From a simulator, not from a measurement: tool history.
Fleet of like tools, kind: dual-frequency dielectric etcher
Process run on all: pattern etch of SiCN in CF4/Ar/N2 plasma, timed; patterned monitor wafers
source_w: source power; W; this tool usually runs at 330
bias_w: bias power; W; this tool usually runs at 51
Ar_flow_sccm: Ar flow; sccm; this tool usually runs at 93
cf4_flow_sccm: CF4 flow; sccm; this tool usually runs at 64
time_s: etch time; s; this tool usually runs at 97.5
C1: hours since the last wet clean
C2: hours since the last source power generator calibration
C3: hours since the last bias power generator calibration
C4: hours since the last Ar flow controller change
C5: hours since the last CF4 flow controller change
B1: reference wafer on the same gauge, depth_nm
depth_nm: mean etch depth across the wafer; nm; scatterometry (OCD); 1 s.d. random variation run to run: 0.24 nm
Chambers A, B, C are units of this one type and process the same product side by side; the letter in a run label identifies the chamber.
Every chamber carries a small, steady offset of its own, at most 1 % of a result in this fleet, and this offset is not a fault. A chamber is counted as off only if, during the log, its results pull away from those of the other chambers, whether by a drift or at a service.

run 1C day=0.362 | source_w=330 bias_w=51 Ar_flow_sccm=93 cf4_flow_sccm=64 time_s=97.5 | C1=309.5 C2=2561.6 C3=975.4 C4=3066.8 C5=2112.4 | B1=57.089 | depth_nm=56.681
run 2A day=0.608 | source_w=330 bias_w=51 Ar_flow_sccm=93 cf4_flow_sccm=64 time_s=97.5 | C1=20 C2=1636.3 C3=2421.4 C4=1109.9 C5=38.5 | B1=57.115 | depth_nm=56.721
run 3B day=0.842 | source_w=330 bias_w=51 Ar_flow_sccm=93 cf4_flow_sccm=64 time_s=97.5 | C1=240.1 C2=660.1 C3=1489.5 C4=1103.7 C5=1322.3 | B1=57.136 | depth_nm=56.154
run 4A day=1.092 | source_w=330 bias_w=51 Ar_flow_sccm=93 cf4_flow_sccm=64 time_s=97.5 | C1=31.6 C2=1647.9 C3=2433 C4=1121.5 C5=50.1 | B1=57.102 | depth_nm=56.055
run 5C day=1.533 | source_w=330 bias_w=51 Ar_flow_sccm=93 cf4_flow_sccm=64 time_s=97.5 | C1=337.6 C2=2589.7 C3=1003.5 C4=3094.9 C5=2140.5 | B1=57.124 | depth_nm=56.784
run 6B day=2.029 | source_w=330 bias_w=51 Ar_flow_sccm=93 cf4_flow_sccm=64 time_s=97.5 | C1=268.6 C2=688.6 C3=1518 C4=1132.2 C5=1350.8 | B1=57.13 | depth_nm=56.295
run 7A day=2.271 | source_w=330 bias_w=51 Ar_flow_sccm=93 cf4_flow_sccm=64 time_s=97.5 | C1=59.9 C2=1676.2 C3=2461.3 C4=1149.8 C5=78.4 | B1=57.081 | depth_nm=56.163
run 8C day=2.617 | source_w=330 bias_w=51 Ar_flow_sccm=93 cf4_flow_sccm=64 time_s=97.5 | C1=363.6 C2=2615.7 C3=1029.5 C4=3120.9 C5=2166.5 | B1=57.167 | depth_nm=56.854
run 9B day=2.983 | source_w=330 bias_w=51 Ar_flow_sccm=93 cf4_flow_sccm=64 time_s=97.5 | C1=291.5 C2=711.5 C3=1540.9 C4=1155.1 C5=1373.7 | B1=57.035 | depth_nm=56.415
run 10A day=3.446 | source_w=330 bias_w=51 Ar_flow_sccm=93 cf4_flow_sccm=64 time_s=97.5 | C1=88.1 C2=1704.4 C3=2489.5 C4=1178 C5=106.6 | B1=57.138 | depth_nm=56.486
run 11B day=3.688 | source_w=330 bias_w=51 Ar_flow_sccm=93 cf4_flow_sccm=64 time_s=97.5 | C1=308.4 C2=728.4 C3=1557.8 C4=1172 C5=1390.6 | B1=57.095 | depth_nm=56.239
run 12C day=3.975 | source_w=330 bias_w=51 Ar_flow_sccm=93 cf4_flow_sccm=64 time_s=97.5 | C1=396.2 C2=2648.3 C3=1062.1 C4=3153.5 C5=2199.1 | B1=57.134 | depth_nm=56.59
run 13B day=4.354 | source_w=330 bias_w=51 Ar_flow_sccm=93 cf4_flow_sccm=64 time_s=97.5 | C1=324.4 C2=744.4 C3=1573.8 C4=1188 C5=1406.6 | B1=57.117 | depth_nm=56.444
run 14A day=4.596 | source_w=330 bias_w=51 Ar_flow_sccm=93 cf4_flow_sccm=64 time_s=97.5 | C1=115.7 C2=1732 C3=2517.1 C4=1205.6 C5=134.2 | B1=57.135 | depth_nm=56.517
run 15C day=4.871 | source_w=330 bias_w=51 Ar_flow_sccm=93 cf4_flow_sccm=64 time_s=97.5 | C1=417.7 C2=2669.8 C3=1083.6 C4=3175 C5=2220.6 | B1=57.146 | depth_nm=56.484
-- day=5.233 chamber C: wet clean of the chamber
run 16C day=5.233 | source_w=330 bias_w=51 Ar_flow_sccm=93 cf4_flow_sccm=64 time_s=97.5 | C1=0 C2=2678.5 C3=1092.3 C4=3183.7 C5=2229.3 | B1=57.095 | depth_nm=56.465
run 17B day=5.571 | source_w=330 bias_w=51 Ar_flow_sccm=93 cf4_flow_sccm=64 time_s=97.5 | C1=353.6 C2=773.6 C3=1603 C4=1217.2 C5=1435.8 | B1=57.108 | depth_nm=56.665
run 18A day=5.867 | source_w=330 bias_w=51 Ar_flow_sccm=93 cf4_flow_sccm=64 time_s=97.5 | C1=146.2 C2=1762.5 C3=2547.6 C4=1236.1 C5=164.7 | B1=57.088 | depth_nm=56.555
run 19A day=6.317 | source_w=330 bias_w=51 Ar_flow_sccm=93 cf4_flow_sccm=64 time_s=97.5 | C1=157 C2=1773.3 C3=2558.4 C4=1246.9 C5=175.5 | B1=57.154 | depth_nm=56.583
run 20C day=6.717 | source_w=330 bias_w=51 Ar_flow_sccm=93 cf4_flow_sccm=64 time_s=97.5 | C1=35.6 C2=2714.1 C3=1127.9 C4=3219.3 C5=2264.9 | B1=57.112 | depth_nm=56.739
run 21B day=7.125 | source_w=330 bias_w=51 Ar_flow_sccm=93 cf4_flow_sccm=64 time_s=97.5 | C1=390.9 C2=810.9 C3=1640.3 C4=1254.5 C5=1473.1 | B1=57.112 | depth_nm=56.334
run 22A day=7.467 | source_w=330 bias_w=51 Ar_flow_sccm=93 cf4_flow_sccm=64 time_s=97.5 | C1=184.6 C2=1800.9 C3=2586 C4=1274.5 C5=203.1 | B1=57.146 | depth_nm=56.436
run 23B day=7.842 | source_w=330 bias_w=51 Ar_flow_sccm=93 cf4_flow_sccm=64 time_s=97.5 | C1=408.1 C2=828.1 C3=1657.5 C4=1271.7 C5=1490.3 | B1=57.045 | depth_nm=56.478
run 24C day=8.242 | source_w=330 bias_w=51 Ar_flow_sccm=93 cf4_flow_sccm=64 time_s=97.5 | C1=72.2 C2=2750.7 C3=1164.5 C4=3255.9 C5=2301.5 | B1=57.076 | depth_nm=56.484
run 25A day=8.729 | source_w=390 bias_w=51 Ar_flow_sccm=93 cf4_flow_sccm=64 time_s=97.5 | C1=214.9 C2=1831.2 C3=2616.3 C4=1304.8 C5=233.4 | B1=57.079 | depth_nm=65.763
run 26C day=8.983 | source_w=390 bias_w=51 Ar_flow_sccm=93 cf4_flow_sccm=64 time_s=97.5 | C1=90 C2=2768.5 C3=1182.3 C4=3273.7 C5=2319.3 | B1=57.071 | depth_nm=65.776
run 27B day=9.408 | source_w=390 bias_w=51 Ar_flow_sccm=93 cf4_flow_sccm=64 time_s=97.5 | C1=445.7 C2=865.7 C3=1695.1 C4=1309.3 C5=1527.9 | B1=57.187 | depth_nm=65.326
run 28B day=9.838 | source_w=330 bias_w=51 Ar_flow_sccm=93 cf4_flow_sccm=64 time_s=97.5 | C1=456 C2=876 C3=1705.4 C4=1319.6 C5=1538.2 | B1=57.054 | depth_nm=56.268
run 29C day=10.154 | source_w=330 bias_w=51 Ar_flow_sccm=93 cf4_flow_sccm=64 time_s=97.5 | C1=118.1 C2=2796.6 C3=1210.4 C4=3301.8 C5=2347.4 | B1=57.106 | depth_nm=57.037
run 30A day=10.533 | source_w=330 bias_w=51 Ar_flow_sccm=93 cf4_flow_sccm=64 time_s=97.5 | C1=258.2 C2=1874.5 C3=2659.6 C4=1348.1 C5=276.7 | B1=57.07 | depth_nm=56.752
run 31A day=10.929 | source_w=330 bias_w=51 Ar_flow_sccm=93 cf4_flow_sccm=64 time_s=97.5 | C1=267.7 C2=1884 C3=2669.1 C4=1357.6 C5=286.2 | B1=57.096 | depth_nm=56.258
run 32C day=11.408 | source_w=330 bias_w=51 Ar_flow_sccm=93 cf4_flow_sccm=64 time_s=97.5 | C1=148.2 C2=2826.7 C3=1240.5 C4=3331.9 C5=2377.5 | B1=57.079 | depth_nm=56.927
run 33B day=11.904 | source_w=330 bias_w=51 Ar_flow_sccm=93 cf4_flow_sccm=64 time_s=97.5 | C1=505.6 C2=925.6 C3=1755 C4=1369.2 C5=1587.8 | B1=57.1 | depth_nm=56.338
-- day=11.979 chamber B: wet clean of the chamber
run 34B day=12.217 | source_w=330 bias_w=51 Ar_flow_sccm=93 cf4_flow_sccm=64 time_s=97.5 | C1=5.7 C2=933.1 C3=1762.5 C4=1376.7 C5=1595.3 | B1=57.057 | depth_nm=56.432
run 35A day=12.671 | source_w=330 bias_w=51 Ar_flow_sccm=93 cf4_flow_sccm=64 time_s=97.5 | C1=309.5 C2=1925.8 C3=2710.9 C4=1399.4 C5=328 | B1=57.038 | depth_nm=56.38

All 3 chambers run these settings next. Forecast each chamber's results:
run 36A day=13.033 | source_w=300 bias_w=51 Ar_flow_sccm=93 cf4_flow_sccm=64 time_s=97.5 | depth_nm=?
run 36B day=13.033 | source_w=300 bias_w=51 Ar_flow_sccm=93 cf4_flow_sccm=64 time_s=97.5 | depth_nm=?
run 36C day=13.033 | source_w=300 bias_w=51 Ar_flow_sccm=93 cf4_flow_sccm=64 time_s=97.5 | depth_nm=?

run=36A depth_nm=52.065
run=36B depth_nm=51.643
run=36C depth_nm=52.231
